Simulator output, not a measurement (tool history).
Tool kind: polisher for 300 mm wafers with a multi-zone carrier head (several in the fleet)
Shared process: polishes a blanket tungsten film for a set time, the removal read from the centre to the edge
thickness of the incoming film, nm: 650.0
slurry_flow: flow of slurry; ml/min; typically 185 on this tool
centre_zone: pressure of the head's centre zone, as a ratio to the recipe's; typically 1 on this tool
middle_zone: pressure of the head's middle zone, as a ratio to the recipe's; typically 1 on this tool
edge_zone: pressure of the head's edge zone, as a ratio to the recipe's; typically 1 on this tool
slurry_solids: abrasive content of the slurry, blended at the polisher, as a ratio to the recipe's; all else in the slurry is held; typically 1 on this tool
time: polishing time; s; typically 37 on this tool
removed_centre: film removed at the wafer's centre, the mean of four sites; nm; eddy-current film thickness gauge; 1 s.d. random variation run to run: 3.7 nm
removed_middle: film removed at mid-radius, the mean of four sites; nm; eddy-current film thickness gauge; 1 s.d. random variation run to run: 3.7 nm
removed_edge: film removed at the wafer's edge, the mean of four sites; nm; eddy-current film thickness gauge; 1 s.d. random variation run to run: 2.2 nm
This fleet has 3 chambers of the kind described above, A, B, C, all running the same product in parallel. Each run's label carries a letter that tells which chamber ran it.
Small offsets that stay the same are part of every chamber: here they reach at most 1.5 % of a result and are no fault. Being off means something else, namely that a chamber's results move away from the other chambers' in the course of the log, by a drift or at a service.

run,day,slurry_flow,centre_zone,middle_zone,edge_zone,slurry_solids,time,removed_centre,removed_middle,removed_edge
1C,0.208,185,1,1,1,1,37,247.93,246.56,246.46
2A,0.396,185,1,1,1,1,37,241.06,245.84,249.48
# day 0.492: chamber C: worn pad replaced by a new one
# day 0.55: chamber B: worn pad replaced by a new one
3B,0.638,185,1,1,1,1,37,245.02,252.19,247.54
4C,0.988,185,1,1,1,1,37,246.19,254.94,245.62
5B,1.338,185,1,1,1.06,1,47,307.61,313.64,325.11
6A,1.521,185,1,1,1.06,1,47,308.56,311.21,325.42
7B,1.754,185,1,1,1.06,1,47,306.17,318.82,323.89
# day 1.892: chamber B: centre zone pressure recalibrated
8C,1.95,185,1,1,1,1,37,247.57,251.27,248.53
9A,2.333,185,1,1,1.04,1,37,244.76,245.56,253.99
10B,2.667,185,1,1,1.04,1,37,270.48,244.02,254.95
11A,3.062,185,1,1,1.04,1,37,239.71,249.82,251.26
12C,3.421,185,1,1,1,1,37,250.94,242.56,247.85
13C,3.642,185,1,1,1,1,37,249.18,246.72,247.21
14B,3.933,185,1,1,1,1,37,268.86,252.24,247.06
15A,4.296,185,1,1,1,1,37,241.56,240.05,246.01
# day 4.417: chamber B: worn pad replaced by a new one
# day 4.429: chamber A: worn pad replaced by a new one
16B,4.604,185,1,1,1,1,37,276.65,247.91,245.46
17A,4.779,185,1,0.9,1.12,1,37,242.01,229.41,259.46
18C,5.058,185,1,0.9,1.12,1,37,242.05,228.22,261.77
19B,5.308,185,1,0.9,1.12,1,37,267.53,228.67,260.75
20A,5.517,185,1,1,1,1,37,241.77,248.75,247.48
21C,5.871,185,1,1,0.92,1,37,246.44,249.2,238.15

Is one chamber off against the others, does the gauge drift, or is nothing wrong? If a chamber is off, say which, and what the likeliest cause is.

Chamber B came out of a service off from its peers and stayed that way.
Cause: centre zone's pressure above its setpoint, % = 8.62.

Which of the 4 candidates below, each the usual settings with something changed and its results left as question marks, puts chamber B back in line with what the other chambers give on the usual settings?
In line here means within this much of the mean the other chambers give on the usual settings: removed_centre 13 nm; removed_middle 13 nm; removed_edge 7.6 nm
22B-1,6.162,180,0.92,1.02,1.02,1,37,?,?,?
22B-2,6.162,190,1.08,0.98,0.98,1,37,?,?,?
22B-3,6.162,175,0.83,1.05,1.05,1,36,?,?,?
22B-4,6.162,195,1.17,0.95,0.95,1,38,?,?,?

What the other chambers average on the usual settings: removed_centre 245.07 nm; removed_middle 247.2 nm; removed_edge 245.82 nm
run,removed_centre,removed_middle,removed_edge
22B-1,246.28,247.57,249.25
22B-2,296.71,240.4,245.76
22B-3,212.47,246.41,245.33
22B-4,333.93,240.75,249.22
The right change is 22B-1: it brings the chamber back within the allowed miss of the others.

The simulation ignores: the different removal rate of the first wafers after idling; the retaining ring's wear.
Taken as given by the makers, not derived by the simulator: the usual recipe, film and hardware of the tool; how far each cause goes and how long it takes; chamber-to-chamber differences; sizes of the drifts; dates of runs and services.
